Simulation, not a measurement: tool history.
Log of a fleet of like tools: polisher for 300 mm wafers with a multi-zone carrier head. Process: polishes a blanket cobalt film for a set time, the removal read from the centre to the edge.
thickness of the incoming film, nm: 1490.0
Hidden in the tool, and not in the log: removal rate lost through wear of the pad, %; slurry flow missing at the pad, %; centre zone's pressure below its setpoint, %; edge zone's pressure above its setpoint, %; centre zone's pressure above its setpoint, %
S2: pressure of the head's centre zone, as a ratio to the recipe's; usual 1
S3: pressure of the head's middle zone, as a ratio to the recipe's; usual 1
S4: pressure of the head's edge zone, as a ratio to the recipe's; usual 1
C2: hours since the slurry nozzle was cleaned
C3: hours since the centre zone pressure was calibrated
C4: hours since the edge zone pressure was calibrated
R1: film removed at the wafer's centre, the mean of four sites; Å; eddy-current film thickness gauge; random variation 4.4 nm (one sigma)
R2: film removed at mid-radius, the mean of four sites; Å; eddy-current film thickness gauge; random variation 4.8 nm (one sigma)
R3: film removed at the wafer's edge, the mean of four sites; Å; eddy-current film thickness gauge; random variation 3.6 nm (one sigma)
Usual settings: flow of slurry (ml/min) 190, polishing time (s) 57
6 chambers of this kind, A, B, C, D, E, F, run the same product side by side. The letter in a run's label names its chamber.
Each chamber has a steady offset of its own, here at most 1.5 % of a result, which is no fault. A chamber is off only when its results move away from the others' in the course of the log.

run 1F day=0.192 | flow_of_slurry_(ml/min)=190 S2=1 S3=1 S4=1 polishing_time_(s)=57 | wafers_polished_on_this_pad=798 C2=156.1 C3=1182.2 C4=932 | R1=3205.9 R2=3163.2 R3=3143.2
run 2C day=0.358 | flow_of_slurry_(ml/min)=190 S2=1 S3=1 S4=1 polishing_time_(s)=57 | wafers_polished_on_this_pad=105 C2=342.5 C3=354.5 C4=442.7 | R1=3139 R2=3176.9 R3=3206.9
run 3E day=0.567 | flow_of_slurry_(ml/min)=190 S2=1 S3=1 S4=1 polishing_time_(s)=57 | wafers_polished_on_this_pad=404 C2=214.9 C3=1060.9 C4=119.7 | R1=3250.8 R2=3225.3 R3=3174.3
run 4B day=0.717 | flow_of_slurry_(ml/min)=190 S2=1 S3=1 S4=1 polishing_time_(s)=57 | wafers_polished_on_this_pad=454 C2=374.8 C3=246.6 C4=69.3 | R1=3105.1 R2=3205.9 R3=3202.8
run 5A day=0.879 | flow_of_slurry_(ml/min)=190 S2=1 S3=1 S4=1 polishing_time_(s)=57 | wafers_polished_on_this_pad=733 C2=136.2 C3=281.8 C4=544.4 | R1=3134.9 R2=3139.7 R3=3233.3
run 6D day=1.117 | flow_of_slurry_(ml/min)=190 S2=1 S3=1 S4=1 polishing_time_(s)=57 | wafers_polished_on_this_pad=1091 C2=486.9 C3=469.3 C4=92 | R1=3237.6 R2=3134.1 R3=3177.1
run 7C day=1.296 | flow_of_slurry_(ml/min)=190 S2=1 S3=1 S4=1 polishing_time_(s)=57 | wafers_polished_on_this_pad=255 C2=365 C3=377 C4=465.2 | R1=3202.4 R2=3279 R3=3184.4
run 8F day=1.567 | flow_of_slurry_(ml/min)=220 S2=1 S3=1 S4=1 polishing_time_(s)=69 | wafers_polished_on_this_pad=1018 C2=189.1 C3=1215.2 C4=965 | R1=4073.2 R2=4072.8 R3=3856.7
-- day=1.779 chamber B: worn pad replaced by a new one
run 9E day=1.829 | flow_of_slurry_(ml/min)=220 S2=1 S3=1 S4=1 polishing_time_(s)=69 | wafers_polished_on_this_pad=605 C2=245.2 C3=1091.2 C4=150 | R1=4118.2 R2=4075.9 R3=3944.4
-- day=1.983 chamber E: worn pad replaced by a new one
run 10A day=2.079 | flow_of_slurry_(ml/min)=220 S2=1 S3=1 S4=1 polishing_time_(s)=69 | wafers_polished_on_this_pad=925 C2=165 C3=310.6 C4=573.2 | R1=3937.4 R2=3964.2 R3=4036.6
-- day=2.233 chamber F: slurry nozzle cleaned
run 11B day=2.329 | flow_of_slurry_(ml/min)=220 S2=1 S3=1 S4=1 polishing_time_(s)=69 | wafers_polished_on_this_pad=88 C2=413.5 C3=285.3 C4=108 | R1=3938 R2=4002.8 R3=3934.7
run 12D day=2.508 | flow_of_slurry_(ml/min)=220 S2=1 S3=1 S4=1 polishing_time_(s)=69 | wafers_polished_on_this_pad=1314 C2=520.3 C3=502.7 C4=125.4 | R1=3950 R2=3961.2 R3=3929.1
-- day=2.621 chamber E: centre zone pressure recalibrated
run 13E day=2.7 | flow_of_slurry_(ml/min)=220 S2=1 S3=1 S4=1 polishing_time_(s)=69 | wafers_polished_on_this_pad=114 C2=266.1 C3=1.9 C4=170.9 | R1=4058.1 R2=3867.6 R3=3832
run 14D day=2.9 | flow_of_slurry_(ml/min)=190 S2=1 S3=1 S4=1 polishing_time_(s)=57 | wafers_polished_on_this_pad=1376 C2=529.7 C3=512.1 C4=134.8 | R1=3138.7 R2=3173.3 R3=3166.3
-- day=2.975 chamber B: slurry nozzle cleaned
run 15F day=3.112 | flow_of_slurry_(ml/min)=190 S2=1 S3=1 S4=1 polishing_time_(s)=57 | wafers_polished_on_this_pad=1265 C2=21.2 C3=1252.3 C4=1002.1 | R1=3121.5 R2=3216.3 R3=3198.3
-- day=3.183 chamber A: worn pad replaced by a new one
run 16C day=3.267 | flow_of_slurry_(ml/min)=190 S2=1 S3=1 S4=1 polishing_time_(s)=57 | wafers_polished_on_this_pad=570 C2=412.3 C3=424.3 C4=512.5 | R1=3264.1 R2=3203.3 R3=3127.6
run 17A day=3.425 | flow_of_slurry_(ml/min)=190 S2=1 S3=1 S4=1 polishing_time_(s)=57 | wafers_polished_on_this_pad=39 C2=197.3 C3=342.9 C4=605.5 | R1=3245.9 R2=3224.1 R3=3192.3
run 18B day=3.579 | flow_of_slurry_(ml/min)=190 S2=1 S3=1 S4=1 polishing_time_(s)=57 | wafers_polished_on_this_pad=288 C2=14.5 C3=315.3 C4=138 | R1=3162.1 R2=3216.8 R3=3228.3
run 19B day=3.758 | flow_of_slurry_(ml/min)=190 S2=1 S3=1 S4=1 polishing_time_(s)=57 | wafers_polished_on_this_pad=316 C2=18.8 C3=319.6 C4=142.3 | R1=3198.5 R2=3297.5 R3=3207.8
-- day=3.788 chamber F: worn pad replaced by a new one
run 20C day=3.996 | flow_of_slurry_(ml/min)=190 S2=1 S3=1 S4=1 polishing_time_(s)=57 | wafers_polished_on_this_pad=687 C2=429.8 C3=441.8 C4=530 | R1=3179.1 R2=3177.2 R3=3159.1
-- day=4 chamber C: worn pad replaced by a new one
-- day=4.017 chamber D: worn pad replaced by a new one
-- day=4.046 chamber F: centre zone pressure recalibrated
run 21F day=4.221 | flow_of_slurry_(ml/min)=190 S2=1 S3=1 S4=1 polishing_time_(s)=57 | wafers_polished_on_this_pad=69 C2=47.8 C3=4.2 C4=1028.7 | R1=3255.5 R2=3214.6 R3=3143.5
-- day=4.254 chamber A: slurry nozzle cleaned
run 22E day=4.412 | flow_of_slurry_(ml/min)=190 S2=1 S3=1 S4=1 polishing_time_(s)=57 | wafers_polished_on_this_pad=388 C2=307.2 C3=43 C4=212 | R1=3243.1 R2=3203.3 R3=3180
run 23D day=4.629 | flow_of_slurry_(ml/min)=190 S2=1 S3=1 S4=1 polishing_time_(s)=57 | wafers_polished_on_this_pad=97 C2=571.2 C3=553.6 C4=176.3 | R1=3167.6 R2=3166.3 R3=3098.4
-- day=4.675 chamber B: centre zone pressure recalibrated
run 24A day=4.854 | flow_of_slurry_(ml/min)=190 S2=1 S3=1 S4=1 polishing_time_(s)=57 | wafers_polished_on_this_pad=267 C2=14.4 C3=377.2 C4=639.8 | R1=3206.9 R2=3199.6 R3=3254.4
run 25A day=5.117 | flow_of_slurry_(ml/min)=190 S2=1 S3=1 S4=1 polishing_time_(s)=57 | wafers_polished_on_this_pad=309 C2=20.7 C3=383.5 C4=646.1 | R1=3205.4 R2=3238.3 R3=3128.7
-- day=5.138 chamber E: worn pad replaced by a new one
-- day=5.25 chamber B: worn pad replaced by a new one
run 26B day=5.388 | flow_of_slurry_(ml/min)=190 S2=1 S3=1 S4=1 polishing_time_(s)=57 | wafers_polished_on_this_pad=22 C2=57.9 C3=17.2 C4=181.4 | R1=3171.6 R2=3155.1 R3=3225.9
run 27D day=5.542 | flow_of_slurry_(ml/min)=190 S2=1 S3=1 S4=1 polishing_time_(s)=57 | wafers_polished_on_this_pad=243 C2=593.1 C3=575.5 C4=198.2 | R1=3163.2 R2=3097.8 R3=3171.9
run 28C day=5.788 | flow_of_slurry_(ml/min)=190 S2=1.1 S3=1 S4=0.9 polishing_time_(s)=57 | wafers_polished_on_this_pad=285 C2=472.8 C3=484.8 C4=573 | R1=3548 R2=3188.7 R3=2955.4
run 29E day=5.938 | flow_of_slurry_(ml/min)=190 S2=1.1 S3=1 S4=0.9 polishing_time_(s)=57 | wafers_polished_on_this_pad=128 C2=343.8 C3=79.6 C4=248.6 | R1=3507.2 R2=3198.9 R3=2995.4
run 30F day=6.129 | flow_of_slurry_(ml/min)=190 S2=1.1 S3=1 S4=0.9 polishing_time_(s)=57 | wafers_polished_on_this_pad=374 C2=93.6 C3=50 C4=1074.5 | R1=3610 R2=3169.3 R3=3019.3
run 31F day=6.412 | flow_of_slurry_(ml/min)=190 S2=1.1 S3=1 S4=0.9 polishing_time_(s)=57 | wafers_polished_on_this_pad=419 C2=100.4 C3=56.8 C4=1081.3 | R1=3598.3 R2=3234.1 R3=2990.6
run 32D day=6.629 | flow_of_slurry_(ml/min)=190 S2=1.1 S3=1 S4=0.9 polishing_time_(s)=57 | wafers_polished_on_this_pad=417 C2=619.2 C3=601.6 C4=224.3 | R1=3472 R2=3064.5 R3=2984.8
run 33A day=6.888 | flow_of_slurry_(ml/min)=190 S2=1.1 S3=1 S4=0.9 polishing_time_(s)=57 | wafers_polished_on_this_pad=592 C2=63.2 C3=426 C4=688.6 | R1=3455.7 R2=3161.1 R3=3086.8
run 34E day=7.146 | flow_of_slurry_(ml/min)=190 S2=1 S3=1 S4=1 polishing_time_(s)=57 | wafers_polished_on_this_pad=321 C2=372.8 C3=108.6 C4=277.6 | R1=3185.5 R2=3251.2 R3=3263.7
run 35B day=7.388 | flow_of_slurry_(ml/min)=190 S2=1 S3=1 S4=1 polishing_time_(s)=57 | wafers_polished_on_this_pad=341 C2=105.9 C3=65.2 C4=229.4 | R1=3273.3 R2=3171.5 R3=3241.9
run 36C day=7.646 | flow_of_slurry_(ml/min)=190 S2=1 S3=1 S4=1 polishing_time_(s)=57 | wafers_polished_on_this_pad=582 C2=517.4 C3=529.4 C4=617.6 | R1=3270.8 R2=3203.8 R3=3159.9
run 37C day=7.792 | flow_of_slurry_(ml/min)=190 S2=1 S3=1 S4=1 polishing_time_(s)=57 | wafers_polished_on_this_pad=605 C2=520.9 C3=532.9 C4=621.1 | R1=3267.1 R2=3184.3 R3=3176.1
run 38E day=8.017 | flow_of_slurry_(ml/min)=190 S2=1 S3=1 S4=1 polishing_time_(s)=57 | wafers_polished_on_this_pad=460 C2=393.7 C3=129.5 C4=298.5 | R1=3206.4 R2=3175.5 R3=3229.7
run 39A day=8.167 | flow_of_slurry_(ml/min)=190 S2=1 S3=1 S4=1 polishing_time_(s)=57 | wafers_polished_on_this_pad=796 C2=93.9 C3=456.7 C4=719.3 | R1=3180.4 R2=3241.1 R3=3240.3
run 40B day=8.421 | flow_of_slurry_(ml/min)=190 S2=1 S3=1 S4=1 polishing_time_(s)=57 | wafers_polished_on_this_pad=506 C2=130.7 C3=90 C4=254.2 | R1=3261 R2=3134.5 R3=3175.2
run 41D day=8.617 | flow_of_slurry_(ml/min)=190 S2=1 S3=1 S4=1 polishing_time_(s)=57 | wafers_polished_on_this_pad=735 C2=666.9 C3=649.3 C4=272 | R1=2996.4 R2=3015 R3=3016.1
run 42F day=8.892 | flow_of_slurry_(ml/min)=190 S2=1 S3=1 S4=1 polishing_time_(s)=57 | wafers_polished_on_this_pad=815 C2=159.9 C3=116.3 C4=1140.8 | R1=3075.2 R2=3142.9 R3=3193.5

What goes on in this fleet: one chamber off, a drifting gauge, or nothing beyond the chambers' own small offsets? Name the chamber and the cause, if any.

Chamber D drifts away from the others.
Cause: slurry flow missing at the pad, % = 31.1.

Here are 4 candidates for chamber D's next run, each the usual settings with a change, their results left as question marks. Which one brings its results back in line with what the others give on the usual settings?
In line means no further than this from the other chambers' mean on the usual settings: R1 150 Å; R2 170 Å; R3 120 Å
run 43D-1 day=9.096 | flow_of_slurry_(ml/min)=180 S2=0.95 S3=0.99 S4=1.02 polishing_time_(s)=51 | R1=? R2=? R3=?
run 43D-2 day=9.096 | flow_of_slurry_(ml/min)=185 S2=0.98 S3=0.99 S4=1.01 polishing_time_(s)=54 | R1=? R2=? R3=?
run 43D-3 day=9.096 | flow_of_slurry_(ml/min)=200 S2=1.05 S3=1.01 S4=0.98 polishing_time_(s)=63 | R1=? R2=? R3=?
run 43D-4 day=9.096 | flow_of_slurry_(ml/min)=195 S2=1.02 S3=1.01 S4=0.99 polishing_time_(s)=60 | R1=? R2=? R3=?

The other chambers' mean on the usual settings: R1 3205.7 Å; R2 3191.2 Å; R3 3198.9 Å
run=43D-1 R1=2465.1 R2=2615.3 R3=2733
run=43D-2 R1=2719.1 R2=2785.7 R3=2891
run=43D-3 R1=3484.8 R2=3364 R3=3357.5
run=43D-4 R1=3197.1 R2=3187.5 R3=3202.8
43D-4 brings the chamber back in line.
